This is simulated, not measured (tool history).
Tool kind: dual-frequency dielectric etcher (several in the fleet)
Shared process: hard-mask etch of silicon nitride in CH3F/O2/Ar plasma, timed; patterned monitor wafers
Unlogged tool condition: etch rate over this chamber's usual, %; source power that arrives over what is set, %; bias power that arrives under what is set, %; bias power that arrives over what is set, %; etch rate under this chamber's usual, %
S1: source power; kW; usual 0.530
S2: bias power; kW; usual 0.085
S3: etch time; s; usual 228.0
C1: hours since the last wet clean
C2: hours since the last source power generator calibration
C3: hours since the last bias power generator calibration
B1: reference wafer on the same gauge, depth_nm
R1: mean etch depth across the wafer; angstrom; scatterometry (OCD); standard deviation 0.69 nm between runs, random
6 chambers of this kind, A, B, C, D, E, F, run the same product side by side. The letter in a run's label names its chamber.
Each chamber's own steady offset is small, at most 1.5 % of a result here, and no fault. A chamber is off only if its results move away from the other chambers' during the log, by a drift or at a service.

run	hour	S1	S2	S3	C1	C2	C3	B1	R1
1A	13.1	0.530	0.085	228.0	356.8	1203.8	2976.3	218.32	1885.1
2C	24.6	0.530	0.085	228.0	257.2	962.5	2758.2	217.78	1866.9
3E	33.9	0.530	0.085	228.0	310.2	177.9	317.8	217.97	1879.3
4D	43.5	0.530	0.085	228.0	310.7	3267.7	709.2	217.82	1858.8
5F	55.5	0.530	0.085	228.0	475.0	2640.9	3556.8	217.98	1910.4
# hour 64.7: chamber F: wet clean of the chamber
6B	67.4	0.530	0.085	228.0	408.2	1356.8	337.3	217.92	1885.0
7E	75.1	0.530	0.085	228.0	351.4	219.1	359.0	218.14	1888.4
# hour 79.5: chamber E: wet clean of the chamber
8F	86.2	0.530	0.085	228.0	21.6	2671.6	3587.5	218.07	1898.0
9D	93.1	0.530	0.085	228.0	360.3	3317.3	758.8	217.98	1871.7
10C	104.8	0.530	0.085	228.0	337.4	1042.7	2838.4	217.93	1863.6
# hour 109.0: chamber F: bias power generator calibrated
11A	118.2	0.530	0.085	228.0	461.9	1308.9	3081.4	217.98	1882.4
12B	127.5	0.530	0.085	228.0	468.3	1416.9	397.4	217.92	1880.8
13E	139.0	0.530	0.085	228.0	59.5	283.0	422.9	217.98	1888.2
# hour 143.4: chamber A: wet clean of the chamber
14F	152.6	0.430	0.075	228.0	88.0	2738.0	43.7	218.08	1691.0
15D	163.3	0.430	0.075	228.0	430.5	3387.5	829.0	218.01	1643.3
16B	170.7	0.430	0.075	228.0	511.5	1460.1	440.6	218.10	1661.6
17A	180.7	0.430	0.075	228.0	37.4	1371.4	3143.9	218.14	1668.9
18C	190.1	0.430	0.075	228.0	422.7	1128.0	2923.7	218.09	1639.2
19B	199.9	0.430	0.075	228.0	540.7	1489.3	469.8	218.14	1657.3
20F	207.8	0.530	0.085	228.0	143.2	2793.2	98.9	218.12	1908.4
21A	215.1	0.530	0.076	271.5	71.8	1405.8	3178.3	218.10	2153.9
22C	224.6	0.530	0.076	271.5	457.2	1162.5	2958.2	218.17	2105.6
23D	231.8	0.530	0.076	271.5	499.0	3456.0	897.5	217.95	2138.9
24E	242.5	0.530	0.076	271.5	163.0	386.5	526.4	218.04	2166.2
# hour 247.6: chamber B: wet clean of the chamber
25D	253.3	0.530	0.076	271.5	520.5	3477.5	919.0	217.99	2122.7
26C	266.3	0.530	0.076	271.5	498.9	1204.2	2999.9	217.93	2110.8
27F	276.7	0.530	0.085	228.0	212.1	2862.1	167.8	217.96	1901.1
28A	285.8	0.530	0.085	228.0	142.5	1476.5	3249.0	217.96	1881.4
# hour 292.4: chamber C: bias power generator calibrated
29B	296.5	0.530	0.085	228.0	48.9	1585.9	566.4	218.03	1872.2
30E	305.7	0.640	0.069	228.0	226.2	449.7	589.6	218.14	1890.9
31E	315.9	0.640	0.069	228.0	236.4	459.9	599.8	218.00	1885.6
32C	328.6	0.640	0.069	228.0	561.2	1266.5	36.2	218.03	1841.3
33D	337.9	0.640	0.069	228.0	605.1	3562.1	1003.6	218.11	1865.4
34B	349.6	0.640	0.069	228.0	102.0	1639.0	619.5	218.19	1886.4
35A	361.6	0.640	0.069	228.0	218.3	1552.3	3324.8	217.99	1878.2
36F	375.5	0.530	0.096	269.0	310.9	2960.9	266.6	218.17	2334.4
# hour 378.1: chamber D: wet clean of the chamber
37D	385.7	0.530	0.096	269.0	7.7	3609.9	1051.4	217.90	2297.8
38C	396.3	0.530	0.096	269.0	628.9	1334.2	103.9	218.15	2263.0
39F	406.5	0.530	0.096	269.0	341.9	2991.9	297.6	218.01	2349.5
40B	418.0	0.530	0.096	269.0	170.4	1707.4	687.9	218.12	2326.2
41E	431.7	0.530	0.096	269.0	352.2	575.7	715.6	217.98	2325.5
42A	441.9	0.530	0.085	228.0	298.6	1632.6	3405.1	218.28	1877.0
43E	451.6	0.530	0.085	228.0	372.1	595.6	735.5	217.83	1892.8
44B	458.0	0.530	0.085	228.0	210.4	1747.4	727.9	217.98	1867.2

Read the log: is a single chamber off, either drifting away or since a service, is the gauge that measures every chamber drifting, or is nothing wrong beyond small per-chamber offsets? Name any odd chamber and what most likely caused it.

One chamber, C, drifts off from the rest bit by bit.
Cause: etch rate under this chamber's usual, % = 2.33.
With only this log, it may be confused with: source power that arrives under what is set, %.

Below are 4 candidate recipes for chamber C's next run, each the usual settings with a change, their results shown as question marks. Which of them brings C's results back in line with what the other chambers give on the usual settings?
Counts as in line when no further than this from what the other chambers average on the usual settings: R1 24.0 angstrom
45C-1	468.5	0.530	0.084	221.5					?
45C-2	468.5	0.530	0.071	228.0					?
45C-3	468.5	0.540	0.086	240.5					?
45C-4	468.5	0.530	0.086	234.0					?

On the usual settings, the other chambers give on average: R1 1883.3 angstrom
run	R1
45C-1	1768.2
45C-2	1717.5
45C-3	1949.5
45C-4	1883.5
The right change is 45C-4: it brings the chamber back within the allowed miss of the others.
